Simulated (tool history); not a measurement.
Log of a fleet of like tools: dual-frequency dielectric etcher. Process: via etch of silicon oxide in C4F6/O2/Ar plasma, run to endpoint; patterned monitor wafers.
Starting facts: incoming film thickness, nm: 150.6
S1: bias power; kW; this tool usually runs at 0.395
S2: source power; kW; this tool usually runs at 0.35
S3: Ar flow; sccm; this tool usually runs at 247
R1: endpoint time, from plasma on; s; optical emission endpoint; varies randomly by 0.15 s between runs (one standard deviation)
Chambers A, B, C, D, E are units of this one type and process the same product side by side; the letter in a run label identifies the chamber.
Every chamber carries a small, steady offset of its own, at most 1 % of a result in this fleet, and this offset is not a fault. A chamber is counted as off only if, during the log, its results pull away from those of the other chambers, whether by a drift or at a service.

Run 1D, hour 3.9: usual settings. Result: R1 37.022 s.
Run 2A, hour 9.5: usual settings. Result: R1 37.248 s.
Run 3B, hour 13.4: usual settings. Result: R1 36.692 s.
Run 4C, hour 20.7: usual settings. Result: R1 37.453 s.
Run 5E, hour 26.3: usual settings. Result: R1 37.02 s.
Run 6A, hour 32.3: usual settings but S1 0.345 kW, S3 270 sccm. Result: R1 39.367 s.
Run 7B, hour 40.1: usual settings but S1 0.345 kW, S3 270 sccm. Result: R1 38.902 s.
Run 8C, hour 47.3: usual settings but S1 0.345 kW, S3 270 sccm. Result: R1 39.535 s.
Run 9E, hour 53.2: usual settings but S1 0.345 kW, S3 270 sccm. Result: R1 39.579 s.
Run 10D, hour 61.1: usual settings but S1 0.345 kW, S3 270 sccm. Result: R1 39.352 s.
Run 11B, hour 68: usual settings. Result: R1 36.625 s.
Run 12E, hour 74.6: usual settings. Result: R1 37.027 s.
Run 13D, hour 80: usual settings. Result: R1 37.176 s.
Run 14C, hour 87.1: usual settings. Result: R1 37.479 s.
Run 15A, hour 92: usual settings. Result: R1 37.49 s.
Run 16E, hour 98.4: usual settings. Result: R1 37.028 s.
Run 17B, hour 102.7: usual settings. Result: R1 36.718 s.
Run 18C, hour 108.1: usual settings. Result: R1 37.459 s.
Run 19D, hour 114.2: usual settings. Result: R1 37.135 s.
Run 20A, hour 120.6: usual settings. Result: R1 37.48 s.
Run 21D, hour 128.8: usual settings. Result: R1 37.087 s.
Run 22B, hour 135.6: usual settings. Result: R1 36.759 s.
At hour 140.9: chamber C: wet clean of the chamber.
Run 23E, hour 141.8: usual settings. Result: R1 37.141 s.
Run 24A, hour 147.5: usual settings but S1 0.345 kW. Result: R1 39.13 s.
At hour 149: chamber B: wet clean of the chamber.
Run 25C, hour 153.4: usual settings but S1 0.345 kW. Result: R1 37.606 s.
Run 26A, hour 159.1: usual settings but S1 0.345 kW. Result: R1 39.193 s.
Run 27D, hour 167.5: usual settings but S1 0.345 kW. Result: R1 38.984 s.
Run 28B, hour 171.2: usual settings but S1 0.345 kW. Result: R1 38.71 s.
Run 29E, hour 176.2: usual settings but S2 0.4 kW, S3 304 sccm. Result: R1 36.138 s.
Run 30C, hour 183.7: usual settings but S2 0.4 kW, S3 304 sccm. Result: R1 34.958 s.
Run 31D, hour 189.2: usual settings but S2 0.4 kW, S3 304 sccm. Result: R1 36.073 s.
Run 32B, hour 197.1: usual settings but S2 0.4 kW, S3 304 sccm. Result: R1 35.755 s.
At hour 201.2: chamber E: wet clean of the chamber.
Run 33C, hour 204.9: usual settings but S2 0.4 kW, S3 304 sccm. Result: R1 35.19 s.
Run 34A, hour 210.9: usual settings but S1 0.318 kW, S3 291 sccm. Result: R1 40.99 s.
Run 35E, hour 216.8: usual settings but S1 0.318 kW, S3 291 sccm. Result: R1 40.773 s.
Run 36C, hour 220.7: usual settings but S1 0.318 kW, S3 291 sccm. Result: R1 39.736 s.
Run 37A, hour 224.9: usual settings but S1 0.318 kW, S3 291 sccm. Result: R1 41.39 s.
Run 38D, hour 229.7: usual settings but S1 0.318 kW, S3 291 sccm. Result: R1 40.555 s.
Run 39B, hour 233.7: usual settings but S1 0.437 kW, S2 0.39 kW. Result: R1 34.248 s.

Next, all 5 chambers run the settings below, one line each with question marks for the results. What does each chamber give?
Run 40A, hour 239.9: usual settings but S3 203 sccm. Result: R1 ?.
Run 40B, hour 239.9: usual settings but S3 203 sccm. Result: R1 ?.
Run 40C, hour 239.9: usual settings but S3 203 sccm. Result: R1 ?.
Run 40D, hour 239.9: usual settings but S3 203 sccm. Result: R1 ?.
Run 40E, hour 239.9: usual settings but S3 203 sccm. Result: R1 ?.

run      R1
40A   36.55
40B  36.032
40C  35.118
40D  36.393
40E  36.227

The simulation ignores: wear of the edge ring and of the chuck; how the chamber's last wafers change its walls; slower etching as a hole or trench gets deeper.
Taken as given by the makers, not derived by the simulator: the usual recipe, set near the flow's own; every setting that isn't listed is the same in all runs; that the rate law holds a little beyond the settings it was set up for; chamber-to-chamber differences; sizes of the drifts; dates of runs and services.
